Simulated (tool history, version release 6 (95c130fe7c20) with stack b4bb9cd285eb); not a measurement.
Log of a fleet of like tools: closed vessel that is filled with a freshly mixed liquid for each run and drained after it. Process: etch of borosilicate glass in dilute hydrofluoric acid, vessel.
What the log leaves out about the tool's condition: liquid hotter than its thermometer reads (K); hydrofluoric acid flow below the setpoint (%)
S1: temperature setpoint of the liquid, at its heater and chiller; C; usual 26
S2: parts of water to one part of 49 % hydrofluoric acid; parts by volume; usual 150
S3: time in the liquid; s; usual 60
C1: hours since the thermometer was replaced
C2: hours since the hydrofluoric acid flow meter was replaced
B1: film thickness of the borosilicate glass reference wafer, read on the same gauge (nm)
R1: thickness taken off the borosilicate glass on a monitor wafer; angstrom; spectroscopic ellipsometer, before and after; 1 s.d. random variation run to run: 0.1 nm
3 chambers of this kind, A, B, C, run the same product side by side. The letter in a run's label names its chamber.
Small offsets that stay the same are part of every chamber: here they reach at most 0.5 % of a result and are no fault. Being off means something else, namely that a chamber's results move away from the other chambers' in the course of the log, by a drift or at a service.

run   hour  S1   S2  S3      C1      C2      B1      R1
 1C      7  26  150  60   495.5  1228.6  60.002  158.98
 2A   13.4  26  150  60  1236.4    44.6  60.019  161.41
 3B   19.5  26  150  60   378.9  1032.4  59.997  160.66
 4A   24.1  26  150  60  1247.1    55.3  60.002  161.75
 5B   29.3  26  150  60   388.7  1042.2  60.002   161.7
 6C   36.4  26  150  60   524.9    1258  59.989  158.81
 7B   39.8  26  150  60   399.2  1052.7  59.986  162.23
 8C   44.6  26  150  60   533.1  1266.2  60.008  158.38
 9A   49.9  26  150  60  1272.9    81.1   59.99  159.49
10B   55.4  26  150  60   414.8  1068.3  60.003  160.83
11A   61.4  26  150  60  1284.4    92.6  60.006  160.51
12C   66.2  26  150  60   554.7  1287.8  60.002  160.52
13C   70.8  26  150  60   559.3  1292.4  59.982  160.79
14A   74.7  26  150  60  1297.7   105.9  60.015  160.22
15B     80  26  215  60   439.4  1092.9  59.996  103.77
16B   86.8  26  215  60   446.2  1099.7  60.012  104.54
17C   91.3  26  215  60   579.8  1312.9  59.989  105.19
18A     97  26  150  60    1320   128.2  59.991  160.43
19C  103.9  26  150  60   592.4  1325.5  59.992  162.81
20A  107.5  26  150  60  1330.5   138.7  59.997   159.6
21B    114  26  205  40   473.4  1126.9  59.997  73.253
22A  119.4  26  205  40  1342.4   150.6      60  73.609
23B  125.5  26  205  40   484.9  1138.4  59.972  73.665
24C  129.4  26  150  60   617.9    1351  60.022  165.04
25C  134.5  26  150  60     623  1356.1  60.009  166.49
26B  139.7  26  150  60   499.1  1152.6  59.975  159.24
27A  143.1  26  150  60  1366.1   174.3  60.015  160.87
28B  148.1  26   95  60   507.5    1161  60.013  270.06
29A  154.8  26   95  60  1377.8     186  59.994  270.72
30C  160.9  26   95  60   649.4  1382.5  59.995  285.95
31A  165.3  26  150  60  1388.3   196.5  60.022  158.92
32B  170.6  26  150  60     530  1183.5  60.011  160.56
33C  176.2  26  150  60   664.7  1397.8  59.993  170.87
34C    182  26  150  60   670.5  1403.6  60.003  170.66
35B  189.6  26  150  60     549  1202.5  60.004  159.15

Has any chamber moved away from the others, gradually or after a service, or does the common gauge drift, or do the chambers differ only by their own small steady offsets? State the chamber and the most likely cause if one applies.

Chamber C drifts away from the others.
Cause: liquid hotter than its thermometer reads (K) = 2.19.
It could be hard to tell apart here from: hydrofluoric acid flow above the setpoint (%).

Chamber C could run next with any of the 4 candidate recipes listed below; each alters the usual settings, and their results appear as question marks. Which one brings its results back in line with what the other chambers deliver on the usual settings?
In-line tolerance around the mean of the other chambers on the usual settings: R1 3.6 angstrom
36C-1  195.1    26  160  60               ?
36C-2  195.1    26  140  65               ?
36C-3  195.1    28  150  60               ?
36C-4  195.1  25.5  170  60               ?

Mean of the other chambers on the usual settings: R1 160.19 angstrom
  run      R1
36C-1  160.31
36C-2  203.33
36C-3  186.08
36C-4  146.41
36C-1 is the one that brings the chamber's results back in line with the other chambers.
